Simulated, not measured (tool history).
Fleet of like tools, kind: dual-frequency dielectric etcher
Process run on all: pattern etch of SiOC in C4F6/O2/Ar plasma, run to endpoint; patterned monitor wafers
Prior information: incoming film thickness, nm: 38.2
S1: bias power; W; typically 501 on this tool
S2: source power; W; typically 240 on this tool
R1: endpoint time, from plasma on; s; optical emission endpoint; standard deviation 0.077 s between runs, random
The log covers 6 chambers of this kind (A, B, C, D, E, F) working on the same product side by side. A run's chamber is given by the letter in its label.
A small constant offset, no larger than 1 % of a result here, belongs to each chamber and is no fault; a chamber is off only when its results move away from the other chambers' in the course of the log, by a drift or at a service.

| run | hour | S1 | S2 | R1 |
|---|---|---|---|---|
| 1A | 4.5 | 501 | 240 | 15.418 |
| 2C | 8.7 | 501 | 240 | 15.626 |
| 3B | 12.8 | 501 | 240 | 15.455 |
| 4D | 17 | 501 | 240 | 15.525 |
| 5E | 21.1 | 501 | 240 | 15.459 |
| 6F | 23.9 | 501 | 240 | 15.444 |
| 7C | 26.9 | 425 | 290 | 15.568 |
| 8B | 30.6 | 425 | 290 | 15.247 |
| 9E | 34.5 | 425 | 290 | 15.397 |
| 10A | 38.7 | 425 | 290 | 15.104 |
| 11F | 41.4 | 425 | 290 | 15.496 |
|  | 43.3 | chamber D: wet clean of the chamber |
| 12D | 43.4 | 425 | 290 | 15.257 |
| 13B | 46.3 | 445 | 270 | 15.453 |
| 14D | 48.8 | 445 | 270 | 15.515 |
| 15C | 53.2 | 445 | 270 | 15.503 |
| 16A | 55.4 | 445 | 270 | 15.414 |
| 17F | 59.4 | 445 | 270 | 15.484 |
| 18E | 63.8 | 445 | 270 | 15.414 |
|  | 65.7 | chamber C: wet clean of the chamber |
| 19F | 67.7 | 501 | 240 | 15.531 |
| 20C | 70.4 | 501 | 240 | 15.468 |
| 21D | 74.3 | 501 | 240 | 15.38 |
| 22E | 76.8 | 501 | 240 | 15.419 |
| 23A | 78.9 | 501 | 240 | 15.469 |
| 24B | 82.8 | 501 | 240 | 15.236 |
| 25A | 85 | 501 | 240 | 15.478 |
| 26F | 87.9 | 501 | 240 | 15.393 |
|  | 90 | chamber F: wet clean of the chamber |
| 27B | 91.3 | 458 | 240 | 15.95 |
| 28D | 95.2 | 458 | 240 | 16.022 |
| 29C | 99.3 | 458 | 240 | 16.043 |
| 30E | 102 | 458 | 240 | 15.643 |
| 31B | 106.1 | 458 | 240 | 15.912 |
| 32D | 109 | 458 | 240 | 15.847 |
| 33E | 111.2 | 399 | 240 | 16.359 |
| 34C | 114.4 | 399 | 240 | 17.158 |
| 35A | 118.3 | 399 | 240 | 16.844 |
| 36F | 120.9 | 399 | 240 | 16.837 |
| 37E | 124.5 | 399 | 240 | 16.413 |
| 38B | 127.9 | 399 | 240 | 16.72 |
| 39A | 131.9 | 501 | 240 | 15.418 |
| 40C | 135.7 | 501 | 240 | 15.628 |
| 41F | 139.6 | 389 | 220 | 17.551 |

Each of the 6 chambers runs these same settings next. Fill in every chamber's results:
| 42A | 142.9 | 459 | 240 | ? |
| 42B | 142.9 | 459 | 240 | ? |
| 42C | 142.9 | 459 | 240 | ? |
| 42D | 142.9 | 459 | 240 | ? |
| 42E | 142.9 | 459 | 240 | ? |
| 42F | 142.9 | 459 | 240 | ? |

| run | R1 |
|---|---|
| 42A | 16.018 |
| 42B | 15.922 |
| 42C | 16.109 |
| 42D | 15.957 |
| 42E | 15.329 |
| 42F | 16.064 |

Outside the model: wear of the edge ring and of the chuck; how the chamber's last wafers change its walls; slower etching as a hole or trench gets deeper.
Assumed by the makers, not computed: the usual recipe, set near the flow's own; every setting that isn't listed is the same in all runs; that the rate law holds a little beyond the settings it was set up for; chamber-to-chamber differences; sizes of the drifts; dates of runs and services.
